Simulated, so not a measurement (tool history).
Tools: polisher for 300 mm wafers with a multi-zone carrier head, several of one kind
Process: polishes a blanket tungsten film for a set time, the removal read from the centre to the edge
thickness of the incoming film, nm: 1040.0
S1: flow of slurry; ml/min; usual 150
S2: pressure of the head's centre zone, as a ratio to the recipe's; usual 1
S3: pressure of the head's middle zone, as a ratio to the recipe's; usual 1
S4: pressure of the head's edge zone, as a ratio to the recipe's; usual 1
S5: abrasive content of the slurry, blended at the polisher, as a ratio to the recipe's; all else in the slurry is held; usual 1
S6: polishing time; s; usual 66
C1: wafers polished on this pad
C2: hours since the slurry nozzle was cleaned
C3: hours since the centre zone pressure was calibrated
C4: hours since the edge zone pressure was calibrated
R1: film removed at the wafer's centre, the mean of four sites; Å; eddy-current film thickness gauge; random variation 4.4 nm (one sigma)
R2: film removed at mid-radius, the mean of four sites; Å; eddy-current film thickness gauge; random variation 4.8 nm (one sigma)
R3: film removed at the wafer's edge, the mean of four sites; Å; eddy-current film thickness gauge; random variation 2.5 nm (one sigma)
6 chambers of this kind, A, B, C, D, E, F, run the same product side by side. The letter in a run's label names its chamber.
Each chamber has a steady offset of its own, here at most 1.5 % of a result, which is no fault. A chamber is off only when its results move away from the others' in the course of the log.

| run | hour | S1 | S2 | S3 | S4 | S5 | S6 | C1 | C2 | C3 | C4 | R1 | R2 | R3 |
|---|---|---|---|---|---|---|---|---|---|---|---|---|---|---|
| 1A | 2.9 | 150 | 1 | 1 | 1 | 1 | 66 | 152 | 320.1 | 359.6 | 493.3 | 3471 | 3391.1 | 3488.5 |
| 2B | 6.7 | 150 | 1 | 1 | 1 | 1 | 66 | 454 | 77.6 | 134.2 | 757.8 | 3453.2 | 3404.9 | 3401.5 |
| 3D | 12 | 150 | 1 | 1 | 1 | 1 | 66 | 128 | 167.5 | 136.2 | 462.9 | 3338.7 | 3470.7 | 3464.2 |
| 4F | 18.1 | 150 | 1 | 1 | 1 | 1 | 66 | 1145 | 472.6 | 377.3 | 836 | 3461.1 | 3515.5 | 3446.1 |
| 5C | 24.4 | 150 | 1 | 1 | 1 | 1 | 66 | 443 | 262.7 | 360.4 | 174.1 | 3460.2 | 3416.6 | 3396.4 |
| 6E | 28.7 | 150 | 1 | 1 | 1 | 1 | 66 | 231 | 500.2 | 1375.1 | 884.7 | 3361.5 | 3448.4 | 3426.8 |
| 7C | 33.8 | 150 | 1 | 1 | 1 | 1 | 66 | 509 | 272.1 | 369.8 | 183.5 | 3444.7 | 3384.8 | 3393.5 |
|  | 36.7 | chamber E: centre zone pressure recalibrated |
| 8A | 39.8 | 150 | 1 | 1 | 1 | 1 | 66 | 412 | 357 | 396.5 | 530.2 | 3412.4 | 3416.7 | 3453 |
| 9F | 45.3 | 150 | 1 | 1 | 0.9 | 1.15 | 66 | 1336 | 499.8 | 404.5 | 863.2 | 3580.3 | 3590.5 | 3299.5 |
|  | 48.2 | chamber F: worn pad replaced by a new one |
| 10D | 50 | 150 | 1 | 1 | 0.9 | 1.15 | 66 | 396 | 205.5 | 174.2 | 500.9 | 3565.2 | 3560.2 | 3376.5 |
|  | 51.7 | chamber C: slurry nozzle cleaned |
|  | 52.1 | chamber C: centre zone pressure recalibrated |
| 11E | 53.9 | 150 | 1 | 1 | 0.9 | 1.15 | 66 | 409 | 525.4 | 17.3 | 909.9 | 3534 | 3575.2 | 3384.7 |
|  | 55.3 | chamber F: centre zone pressure recalibrated |
| 12B | 57.1 | 150 | 1 | 1 | 0.9 | 1.15 | 66 | 809 | 128 | 184.6 | 808.2 | 3589.9 | 3539.1 | 3383.9 |
| 13B | 62 | 150 | 1 | 1 | 0.9 | 1.15 | 66 | 844 | 132.9 | 189.5 | 813.1 | 3496.1 | 3537.8 | 3359.5 |
|  | 64.7 | chamber B: worn pad replaced by a new one |
| 14E | 68.4 | 150 | 1 | 1 | 0.9 | 1.15 | 66 | 511 | 539.9 | 31.8 | 924.4 | 3567.7 | 3547.9 | 3343 |
| 15F | 72.4 | 150 | 1 | 1 | 1 | 1 | 66 | 171 | 526.9 | 17.1 | 890.3 | 3494.7 | 3408.2 | 3387.3 |
|  | 75.6 | chamber F: edge zone pressure recalibrated |
|  | 76.8 | chamber A: centre zone pressure recalibrated |
| 16A | 77 | 150 | 1 | 1 | 1 | 1 | 66 | 675 | 394.2 | 0.3 | 567.4 | 3396.2 | 3364.4 | 3410.8 |
| 17D | 82.9 | 150 | 1 | 1 | 1 | 1 | 66 | 628 | 238.4 | 207.1 | 533.8 | 3398.2 | 3370.6 | 3444.7 |
| 18C | 88.2 | 150 | 1 | 1 | 1 | 1 | 66 | 893 | 36.6 | 36.1 | 237.9 | 3428 | 3450.9 | 3400.7 |
| 19B | 92.1 | 150 | 1 | 1 | 1 | 1 | 66 | 193 | 163 | 219.6 | 843.2 | 3417.5 | 3414.4 | 3403 |
| 20A | 95.2 | 150 | 1 | 1 | 1 | 1 | 66 | 803 | 412.4 | 18.5 | 585.6 | 3410.3 | 3342.6 | 3380.8 |
| 21C | 98.6 | 150 | 1 | 1 | 1 | 1 | 57 | 966 | 47 | 46.5 | 248.3 | 2937.2 | 2941.1 | 2941.5 |
|  | 101.8 | chamber A: worn pad replaced by a new one |
| 22F | 102.1 | 150 | 1 | 1 | 1 | 1 | 57 | 380 | 556.6 | 46.8 | 26.5 | 2956.3 | 2960.1 | 2979.1 |
|  | 104.3 | chamber D: worn pad replaced by a new one |
| 23D | 105.4 | 150 | 1 | 1 | 1 | 1 | 57 | 8 | 260.9 | 229.6 | 556.3 | 2881.3 | 2967.8 | 2993.7 |
| 24E | 110.2 | 150 | 1 | 1 | 1 | 1 | 57 | 806 | 581.7 | 73.6 | 966.2 | 2887.9 | 2925 | 2961.8 |
| 25E | 113.9 | 150 | 1 | 1 | 1 | 1 | 57 | 832 | 585.4 | 77.3 | 969.9 | 2934.4 | 2965.2 | 2950.3 |
| 26D | 118 | 150 | 1 | 1 | 1 | 1 | 57 | 97 | 273.5 | 242.2 | 568.9 | 2965.5 | 2911.4 | 2962.1 |
| 27C | 122.3 | 150 | 1 | 1 | 1 | 1 | 66 | 1133 | 70.7 | 70.2 | 272 | 3445.3 | 3466.4 | 3373.3 |
| 28B | 127.7 | 180 | 1 | 1 | 1 | 1 | 66 | 444 | 198.6 | 255.2 | 878.8 | 3561 | 3535.7 | 3506.3 |
| 29A | 133.3 | 180 | 1 | 1 | 1 | 1 | 66 | 222 | 450.5 | 56.6 | 623.7 | 3380 | 3363.1 | 3427.2 |
| 30F | 137.7 | 180 | 1 | 1 | 1 | 1 | 66 | 631 | 592.2 | 82.4 | 62.1 | 3550.9 | 3496.9 | 3477.7 |
|  | 140.5 | chamber E: worn pad replaced by a new one |
| 31B | 143.9 | 180 | 1 | 1 | 1 | 1 | 66 | 558 | 214.8 | 271.4 | 895 | 3544.9 | 3467.3 | 3500 |
| 32C | 147.6 | 180 | 1 | 1 | 1 | 1 | 66 | 1311 | 96 | 95.5 | 297.3 | 3532.9 | 3614.6 | 3452.8 |
| 33A | 151.6 | 180 | 1 | 1 | 1 | 1 | 66 | 351 | 468.8 | 74.9 | 642 | 3330.2 | 3407.7 | 3344.1 |
|  | 151.8 | chamber B: edge zone pressure recalibrated |
| 34D | 157 | 150 | 1 | 1 | 1 | 1 | 66 | 372 | 312.5 | 281.2 | 607.9 | 3435.9 | 3372.5 | 3469.6 |
| 35E | 161.7 | 150 | 1 | 1 | 1 | 1 | 66 | 150 | 633.2 | 125.1 | 1017.7 | 3345.3 | 3411 | 3440 |
| 36F | 166.8 | 150 | 1 | 1 | 1 | 1 | 66 | 836 | 621.3 | 111.5 | 91.2 | 3455.4 | 3454.5 | 3422.1 |
| 37B | 170.6 | 150 | 1 | 1 | 1 | 1 | 66 | 746 | 241.5 | 298.1 | 18.8 | 3387.7 | 3444.5 | 3461.9 |
| 38D | 174.1 | 150 | 1 | 1 | 1 | 1 | 66 | 492 | 329.6 | 298.3 | 625 | 3480.3 | 3461.2 | 3457.7 |
| 39A | 178.8 | 150 | 1 | 1 | 1 | 1 | 66 | 543 | 496 | 102.1 | 669.2 | 3068.4 | 3112.7 | 3184 |
| 40F | 183.1 | 150 | 1 | 1 | 1 | 1 | 66 | 951 | 637.6 | 127.8 | 107.5 | 3477 | 3422.1 | 3421 |

All 6 chambers run these settings next. Forecast each chamber's results:
| 41A | 187.8 | 150 | 1 | 1 | 1 | 1 | 66 |  |  |  |  | ? | ? | ? |
| 41B | 187.8 | 150 | 1 | 1 | 1 | 1 | 66 |  |  |  |  | ? | ? | ? |
| 41C | 187.8 | 150 | 1 | 1 | 1 | 1 | 66 |  |  |  |  | ? | ? | ? |
| 41D | 187.8 | 150 | 1 | 1 | 1 | 1 | 66 |  |  |  |  | ? | ? | ? |
| 41E | 187.8 | 150 | 1 | 1 | 1 | 1 | 66 |  |  |  |  | ? | ? | ? |
| 41F | 187.8 | 150 | 1 | 1 | 1 | 1 | 66 |  |  |  |  | ? | ? | ? |

| run | R1 | R2 | R3 |
|---|---|---|---|
| 41A | 3001.8 | 2931.4 | 3227.6 |
| 41B | 3437.3 | 3401.6 | 3411.7 |
| 41C | 3431.9 | 3342.2 | 3402.2 |
| 41D | 3400.6 | 3428.3 | 3448.5 |
| 41E | 3472.9 | 3369.1 | 3461.9 |
| 41F | 3499.1 | 3428 | 3403.2 |
